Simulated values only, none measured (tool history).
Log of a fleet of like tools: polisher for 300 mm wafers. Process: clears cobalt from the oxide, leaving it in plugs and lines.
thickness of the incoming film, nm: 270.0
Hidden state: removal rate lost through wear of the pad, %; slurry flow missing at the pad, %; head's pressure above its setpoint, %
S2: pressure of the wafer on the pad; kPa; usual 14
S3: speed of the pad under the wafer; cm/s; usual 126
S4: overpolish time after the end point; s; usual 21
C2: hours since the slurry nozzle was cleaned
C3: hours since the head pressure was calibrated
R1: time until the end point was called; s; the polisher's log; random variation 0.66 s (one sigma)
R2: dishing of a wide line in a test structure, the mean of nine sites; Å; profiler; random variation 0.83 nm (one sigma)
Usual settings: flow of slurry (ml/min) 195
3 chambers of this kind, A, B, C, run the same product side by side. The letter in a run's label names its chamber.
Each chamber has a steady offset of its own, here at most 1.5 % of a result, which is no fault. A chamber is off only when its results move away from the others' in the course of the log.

{"run": "1C", "hour": 5.1, "flow of slurry (ml/min)": 195, "S2": 14, "S3": 126, "S4": 21, "wafers polished on this pad": 142, "C2": 305.2, "C3": 239.5, "R1": 35.315, "R2": 672.16}
{"run": "2B", "hour": 8.3, "flow of slurry (ml/min)": 195, "S2": 14, "S3": 126, "S4": 21, "wafers polished on this pad": 621, "C2": 671.9, "C3": 939.5, "R1": 36.311, "R2": 706.42}
{"run": "3A", "hour": 12.3, "flow of slurry (ml/min)": 195, "S2": 14, "S3": 126, "S4": 21, "wafers polished on this pad": 97, "C2": 150, "C3": 322.8, "R1": 34.648, "R2": 672.89}
{"run": "4B", "hour": 17.5, "flow of slurry (ml/min)": 195, "S2": 14, "S3": 126, "S4": 21, "wafers polished on this pad": 679, "C2": 681.1, "C3": 948.7, "R1": 34.701, "R2": 692.81}
{"run": "5C", "hour": 20.2, "flow of slurry (ml/min)": 240, "S2": 14, "S3": 126, "S4": 21, "wafers polished on this pad": 237, "C2": 320.3, "C3": 254.6, "R1": 34.947, "R2": 683.45}
{"run": "6A", "hour": 23.6, "flow of slurry (ml/min)": 240, "S2": 14, "S3": 126, "S4": 21, "wafers polished on this pad": 168, "C2": 161.3, "C3": 334.1, "R1": 34.823, "R2": 690.75}
{"run": "7B", "hour": 28.4, "flow of slurry (ml/min)": 240, "S2": 14, "S3": 126, "S4": 21, "wafers polished on this pad": 748, "C2": 692, "C3": 959.6, "R1": 34.015, "R2": 687.45}
{"run": "8A", "hour": 34.4, "flow of slurry (ml/min)": 195, "S2": 14, "S3": 126, "S4": 21, "wafers polished on this pad": 236, "C2": 172.1, "C3": 344.9, "R1": 36.166, "R2": 668.01}
{"run": "9C", "hour": 40.2, "flow of slurry (ml/min)": 195, "S2": 14, "S3": 90, "S4": 21, "wafers polished on this pad": 364, "C2": 340.3, "C3": 274.6, "R1": 50.011, "R2": 592.89}
{"run": "10B", "hour": 46.0, "flow of slurry (ml/min)": 195, "S2": 14, "S3": 90, "S4": 21, "wafers polished on this pad": 859, "C2": 709.6, "C3": 977.2, "R1": 50.086, "R2": 604.6}
{"run": "11C", "hour": 49.2, "flow of slurry (ml/min)": 195, "S2": 14, "S3": 90, "S4": 21, "wafers polished on this pad": 421, "C2": 349.3, "C3": 283.6, "R1": 50.533, "R2": 600.11}
{"run": "12A", "hour": 53.3, "flow of slurry (ml/min)": 195, "S2": 14, "S3": 126, "S4": 21, "wafers polished on this pad": 356, "C2": 191, "C3": 363.8, "R1": 34.999, "R2": 691.05}
{"hour": 54.1, "done": "chamber C: slurry nozzle cleaned"}
{"run": "13C", "hour": 57.4, "flow of slurry (ml/min)": 195, "S2": 14, "S3": 126, "S4": 21, "wafers polished on this pad": 472, "C2": 3.3, "C3": 291.8, "R1": 36.079, "R2": 666.46}
{"run": "14A", "hour": 60.1, "flow of slurry (ml/min)": 195, "S2": 14, "S3": 126, "S4": 21, "wafers polished on this pad": 399, "C2": 197.8, "C3": 370.6, "R1": 35.212, "R2": 677.2}
{"run": "15B", "hour": 65.0, "flow of slurry (ml/min)": 195, "S2": 14, "S3": 126, "S4": 21, "wafers polished on this pad": 979, "C2": 728.6, "C3": 996.2, "R1": 36.001, "R2": 695.38}
{"hour": 67.7, "done": "chamber B: worn pad replaced by a new one"}
{"run": "16C", "hour": 70.2, "flow of slurry (ml/min)": 195, "S2": 14, "S3": 126, "S4": 21, "wafers polished on this pad": 553, "C2": 16.1, "C3": 304.6, "R1": 35.876, "R2": 681.1}
{"run": "17B", "hour": 73.5, "flow of slurry (ml/min)": 195, "S2": 14, "S3": 126, "S4": 21, "wafers polished on this pad": 37, "C2": 737.1, "C3": 1004.7, "R1": 36.951, "R2": 686.72}
{"run": "18A", "hour": 78.8, "flow of slurry (ml/min)": 195, "S2": 14, "S3": 126, "S4": 21, "wafers polished on this pad": 517, "C2": 216.5, "C3": 389.3, "R1": 35.885, "R2": 675.86}
{"run": "19A", "hour": 84.7, "flow of slurry (ml/min)": 195, "S2": 14, "S3": 126, "S4": 21, "wafers polished on this pad": 554, "C2": 222.4, "C3": 395.2, "R1": 34.862, "R2": 675.25}
{"hour": 90.0, "done": "chamber C: worn pad replaced by a new one"}
{"run": "20C", "hour": 90.2, "flow of slurry (ml/min)": 195, "S2": 14, "S3": 126, "S4": 21, "wafers polished on this pad": 1, "C2": 36.1, "C3": 324.6, "R1": 36.189, "R2": 684.66}
{"run": "21B", "hour": 94.2, "flow of slurry (ml/min)": 195, "S2": 14, "S3": 126, "S4": 21, "wafers polished on this pad": 167, "C2": 757.8, "C3": 1025.4, "R1": 35.494, "R2": 700.99}
{"run": "22A", "hour": 99.2, "flow of slurry (ml/min)": 195, "S2": 14, "S3": 126, "S4": 21, "wafers polished on this pad": 646, "C2": 236.9, "C3": 409.7, "R1": 36.272, "R2": 680.73}
{"run": "23B", "hour": 104.5, "flow of slurry (ml/min)": 195, "S2": 14, "S3": 126, "S4": 21, "wafers polished on this pad": 233, "C2": 768.1, "C3": 1035.7, "R1": 36.625, "R2": 690.53}
{"run": "24C", "hour": 107.9, "flow of slurry (ml/min)": 195, "S2": 14, "S3": 126, "S4": 21, "wafers polished on this pad": 113, "C2": 53.8, "C3": 342.3, "R1": 35.739, "R2": 686.36}
{"run": "25B", "hour": 111.5, "flow of slurry (ml/min)": 195, "S2": 14, "S3": 126, "S4": 21, "wafers polished on this pad": 277, "C2": 775.1, "C3": 1042.7, "R1": 36.596, "R2": 683.46}
{"run": "26A", "hour": 115.4, "flow of slurry (ml/min)": 195, "S2": 14, "S3": 126, "S4": 21, "wafers polished on this pad": 748, "C2": 253.1, "C3": 425.9, "R1": 35.394, "R2": 681.87}
{"run": "27C", "hour": 120.4, "flow of slurry (ml/min)": 195, "S2": 14, "S3": 126, "S4": 21, "wafers polished on this pad": 192, "C2": 66.3, "C3": 354.8, "R1": 35.492, "R2": 682.05}
{"run": "28B", "hour": 125.5, "flow of slurry (ml/min)": 195, "S2": 14, "S3": 126, "S4": 21, "wafers polished on this pad": 365, "C2": 789.1, "C3": 1056.7, "R1": 34.834, "R2": 690.62}
{"run": "29A", "hour": 130.6, "flow of slurry (ml/min)": 195, "S2": 14, "S3": 126, "S4": 21, "wafers polished on this pad": 844, "C2": 268.3, "C3": 441.1, "R1": 35.88, "R2": 675.31}
{"run": "30C", "hour": 136.4, "flow of slurry (ml/min)": 195, "S2": 14, "S3": 126, "S4": 21, "wafers polished on this pad": 293, "C2": 82.3, "C3": 370.8, "R1": 35.536, "R2": 673.75}
{"run": "31B", "hour": 142.1, "flow of slurry (ml/min)": 195, "S2": 14, "S3": 126, "S4": 21, "wafers polished on this pad": 470, "C2": 805.7, "C3": 1073.3, "R1": 36.465, "R2": 703.91}
{"run": "32C", "hour": 146.6, "flow of slurry (ml/min)": 195, "S2": 14, "S3": 126, "S4": 21, "wafers polished on this pad": 358, "C2": 92.5, "C3": 381, "R1": 35.9, "R2": 682.19}
{"run": "33A", "hour": 150.0, "flow of slurry (ml/min)": 195, "S2": 14, "S3": 126, "S4": 21, "wafers polished on this pad": 967, "C2": 287.7, "C3": 460.5, "R1": 35.046, "R2": 679.82}
{"run": "34B", "hour": 154.5, "flow of slurry (ml/min)": 195, "S2": 14, "S3": 126, "S4": 21, "wafers polished on this pad": 549, "C2": 818.1, "C3": 1085.7, "R1": 36.172, "R2": 686.48}
{"run": "35C", "hour": 157.4, "flow of slurry (ml/min)": 195, "S2": 14, "S3": 126, "S4": 21, "wafers polished on this pad": 426, "C2": 103.3, "C3": 391.8, "R1": 36.59, "R2": 688.23}

All 3 chambers run these settings next. Forecast each chamber's results:
{"run": "36A", "hour": 161.8, "flow of slurry (ml/min)": 195, "S2": 14, "S3": 126, "S4": 21, "R1": "?", "R2": "?"}
{"run": "36B", "hour": 161.8, "flow of slurry (ml/min)": 195, "S2": 14, "S3": 126, "S4": 21, "R1": "?", "R2": "?"}
{"run": "36C", "hour": 161.8, "flow of slurry (ml/min)": 195, "S2": 14, "S3": 126, "S4": 21, "R1": "?", "R2": "?"}

run=36A R1=34.6 R2=675.53
run=36B R1=34.774 R2=692.83
run=36C R1=35.552 R2=686.94
